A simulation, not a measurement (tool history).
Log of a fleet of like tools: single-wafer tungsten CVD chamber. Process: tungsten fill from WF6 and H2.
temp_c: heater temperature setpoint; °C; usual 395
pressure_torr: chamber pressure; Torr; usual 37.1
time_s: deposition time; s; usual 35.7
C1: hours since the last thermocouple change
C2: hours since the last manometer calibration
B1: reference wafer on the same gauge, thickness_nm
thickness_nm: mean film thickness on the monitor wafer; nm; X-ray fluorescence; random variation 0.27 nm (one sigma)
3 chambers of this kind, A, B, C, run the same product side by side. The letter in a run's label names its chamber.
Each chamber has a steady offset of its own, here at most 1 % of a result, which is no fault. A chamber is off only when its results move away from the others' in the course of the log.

Run 1B, hour 5.8: usual settings; C1 84.5; C2 1247.1; B1 107.01. Result: thickness_nm 104.310 nm.
Run 2A, hour 14.8: usual settings; C1 329.6; C2 315.7; B1 106.99. Result: thickness_nm 104.450 nm.
Run 3C, hour 20.3: usual settings; C1 1699.5; C2 1653.1; B1 107.03. Result: thickness_nm 103.220 nm.
Run 4A, hour 28.9: usual settings; C1 343.7; C2 329.8; B1 106.97. Result: thickness_nm 104.250 nm.
Run 5C, hour 34.4: usual settings but temp_c 402 °C; C1 1713.6; C2 1667.2; B1 106.99. Result: thickness_nm 117.870 nm.
Run 6B, hour 42.6: usual settings but temp_c 402 °C; C1 121.3; C2 1283.9; B1 107.01. Result: thickness_nm 118.810 nm.
Run 7B, hour 49.8: usual settings but temp_c 402 °C; C1 128.5; C2 1291.1; B1 107.00. Result: thickness_nm 118.250 nm.
Run 8A, hour 55.2: usual settings; C1 370.0; C2 356.1; B1 106.97. Result: thickness_nm 104.420 nm.
Run 9C, hour 63.8: usual settings; C1 1743.0; C2 1696.6; B1 107.02. Result: thickness_nm 103.250 nm.
Run 10A, hour 70.0: usual settings; C1 384.8; C2 370.9; B1 106.95. Result: thickness_nm 104.720 nm.
Run 11C, hour 74.1: usual settings; C1 1753.3; C2 1706.9; B1 107.00. Result: thickness_nm 103.800 nm.
Run 12B, hour 78.4: usual settings; C1 157.1; C2 1319.7; B1 107.01. Result: thickness_nm 103.600 nm.
Run 13C, hour 84.2: usual settings; C1 1763.4; C2 1717.0; B1 106.98. Result: thickness_nm 103.530 nm.
Run 14A, hour 92.2: usual settings; C1 407.0; C2 393.1; B1 106.96. Result: thickness_nm 104.030 nm.
Run 15B, hour 97.8: usual settings; C1 176.5; C2 1339.1; B1 106.98. Result: thickness_nm 104.020 nm.
Run 16B, hour 102.1: usual settings; C1 180.8; C2 1343.4; B1 106.96. Result: thickness_nm 104.540 nm.
Run 17A, hour 109.2: usual settings but pressure_torr 42.3 Torr, time_s 29.2 s; C1 424.0; C2 410.1; B1 107.02. Result: thickness_nm 90.682 nm.
Run 18C, hour 114.5: usual settings but pressure_torr 42.3 Torr, time_s 29.2 s; C1 1793.7; C2 1747.3; B1 107.00. Result: thickness_nm 89.942 nm.
Run 19A, hour 119.0: usual settings but pressure_torr 42.3 Torr, time_s 29.2 s; C1 433.8; C2 419.9; B1 106.99. Result: thickness_nm 90.650 nm.
Run 20C, hour 125.4: usual settings; C1 1804.6; C2 1758.2; B1 106.96. Result: thickness_nm 103.130 nm.
At hour 127.8: chamber C: capacitance manometer re-zeroed and calibrated.
Run 21B, hour 130.0: usual settings; C1 208.7; C2 1371.3; B1 106.93. Result: thickness_nm 103.960 nm.
Run 22B, hour 137.1: usual settings; C1 215.8; C2 1378.4; B1 106.96. Result: thickness_nm 104.140 nm.
Run 23C, hour 142.9: usual settings; C1 1822.1; C2 15.1; B1 106.96. Result: thickness_nm 101.960 nm.
Run 24A, hour 149.5: usual settings; C1 464.3; C2 450.4; B1 107.05. Result: thickness_nm 104.450 nm.
Run 25B, hour 158.2: usual settings but pressure_torr 31.9 Torr; C1 236.9; C2 1399.5; B1 107.01. Result: thickness_nm 96.946 nm.
Run 26C, hour 163.5: usual settings but pressure_torr 31.9 Torr; C1 1842.7; C2 35.7; B1 107.00. Result: thickness_nm 95.036 nm.
Run 27A, hour 168.7: usual settings but pressure_torr 31.9 Torr; C1 483.5; C2 469.6; B1 107.01. Result: thickness_nm 97.464 nm.
Run 28A, hour 176.8: usual settings; C1 491.6; C2 477.7; B1 107.03. Result: thickness_nm 104.460 nm.
Run 29B, hour 183.7: usual settings but time_s 33.5 s; C1 262.4; C2 1425.0; B1 107.00. Result: thickness_nm 97.834 nm.
Run 30C, hour 189.2: usual settings but time_s 33.5 s; C1 1868.4; C2 61.4; B1 106.94. Result: thickness_nm 95.375 nm.
Run 31A, hour 194.7: usual settings but time_s 33.5 s; C1 509.5; C2 495.6; B1 107.00. Result: thickness_nm 97.977 nm.
Run 32B, hour 200.1: usual settings; C1 278.8; C2 1441.4; B1 106.91. Result: thickness_nm 104.250 nm.
Run 33C, hour 208.5: usual settings; C1 1887.7; C2 80.7; B1 107.00. Result: thickness_nm 102.010 nm.
Run 34A, hour 216.2: usual settings; C1 531.0; C2 517.1; B1 107.03. Result: thickness_nm 104.220 nm.
Run 35B, hour 220.3: usual settings; C1 299.0; C2 1461.6; B1 106.96. Result: thickness_nm 104.310 nm.
Run 36C, hour 226.0: usual settings; C1 1905.2; C2 98.2; B1 106.96. Result: thickness_nm 101.920 nm.
Run 37A, hour 231.5: usual settings; C1 546.3; C2 532.4; B1 107.04. Result: thickness_nm 104.180 nm.
Run 38B, hour 238.3: usual settings; C1 317.0; C2 1479.6; B1 107.06. Result: thickness_nm 104.070 nm.
Run 39C, hour 245.5: usual settings; C1 1924.7; C2 117.7; B1 107.00. Result: thickness_nm 101.720 nm.
Run 40A, hour 254.0: usual settings; C1 568.8; C2 554.9; B1 107.04. Result: thickness_nm 104.320 nm.
Run 41B, hour 260.6: usual settings; C1 339.3; C2 1501.9; B1 107.07. Result: thickness_nm 104.230 nm.
Run 42C, hour 265.7: usual settings but pressure_torr 42.9 Torr; C1 1944.9; C2 137.9; B1 106.96. Result: thickness_nm 108.990 nm.

Next, every chamber runs the same settings. What will each give?
Run 43A, hour 272.3: usual settings but pressure_torr 43.0 Torr. Result: thickness_nm ?.
Run 43B, hour 272.3: usual settings but pressure_torr 43.0 Torr. Result: thickness_nm ?.
Run 43C, hour 272.3: usual settings but pressure_torr 43.0 Torr. Result: thickness_nm ?.

run  thickness_nm
43A       112.150
43B       111.690
43C       108.730
